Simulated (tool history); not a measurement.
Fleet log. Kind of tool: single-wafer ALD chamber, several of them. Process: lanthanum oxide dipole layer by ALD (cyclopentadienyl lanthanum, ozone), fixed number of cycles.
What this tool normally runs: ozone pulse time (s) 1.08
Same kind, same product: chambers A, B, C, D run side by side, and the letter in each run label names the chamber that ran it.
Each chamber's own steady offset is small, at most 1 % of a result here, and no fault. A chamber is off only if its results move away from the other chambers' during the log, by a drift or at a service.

run,hour,ozone pulse time (s),hours since the last thermocouple change,hours since the last ozone generator service,"read-back reference wafer on the same gauge, thickness_nm",mean film thickness on the monitor wafer (angstrom)
1D,6.4,1.08,788.4,251.7,0.51789,5.1276
2C,16.2,1.08,2125.9,175.1,0.51843,5.1319
3A,22.5,1.08,1361.8,1589.1,0.5178,5.1518
4B,28,1.08,326.6,225.2,0.51803,5.0835
5C,36.5,0.72,2146.2,195.4,0.51767,4.4618
6D,46.9,0.72,828.9,292.2,0.51778,4.4064
7B,55,0.72,353.6,252.2,0.51802,4.3667
8A,64.7,0.72,1404,1631.3,0.51756,4.4703
9D,74,1.08,856,319.3,0.51823,5.1174
10B,79.5,1.08,378.1,276.7,0.51807,5.0956
11C,90,0.89,2199.7,248.9,0.51818,4.8271
12A,100.4,0.89,1439.7,1667,0.51791,4.8303
# hour 106: chamber A: ozone generator serviced
13C,110.2,0.89,2219.9,269.1,0.51798,4.8561
14A,115.5,0.89,1454.8,9.5,0.51812,4.8551
15B,126.1,1.08,424.7,323.3,0.51783,5.1042
16D,135.7,1.08,917.7,381,0.51781,5.1301
17D,142,1.08,924,387.3,0.51793,5.1111
18B,147.9,1.08,446.5,345.1,0.51802,5.0929
19A,157,1.08,1496.3,51,0.51798,5.1527
20C,166.2,1.08,2275.9,325.1,0.51753,5.1336
21A,175.5,1.08,1514.8,69.5,0.51793,5.1572
22D,185.2,1.08,967.2,430.5,0.51784,5.1192
23B,192.3,1.08,490.9,389.5,0.51798,5.0619
24C,201,1.08,2310.7,359.9,0.51771,5.1712
25A,207.5,1.08,1546.8,101.5,0.51806,5.1762
26B,215.2,1.08,513.8,412.4,0.51793,5.1007
27D,224.1,1.08,1006.1,469.4,0.51808,5.0927
28C,230.4,1.08,2340.1,389.3,0.51822,5.1645
29D,241.2,1.08,1023.2,486.5,0.5183,5.1235
30C,246.3,1.08,2356,405.2,0.51767,5.1365
31B,254.3,1.08,552.9,451.5,0.51796,5.1078
32A,260.9,1.08,1600.2,154.9,0.51843,5.1569

Decide between three cases: one chamber stands off from its peers, the gauge reading all wafers drifts, or nothing is wrong past each chamber's small offset. Where a chamber is off, say which and what most likely put it there.

No chamber stands off beyond its own small offset, and the gauge holds steady.
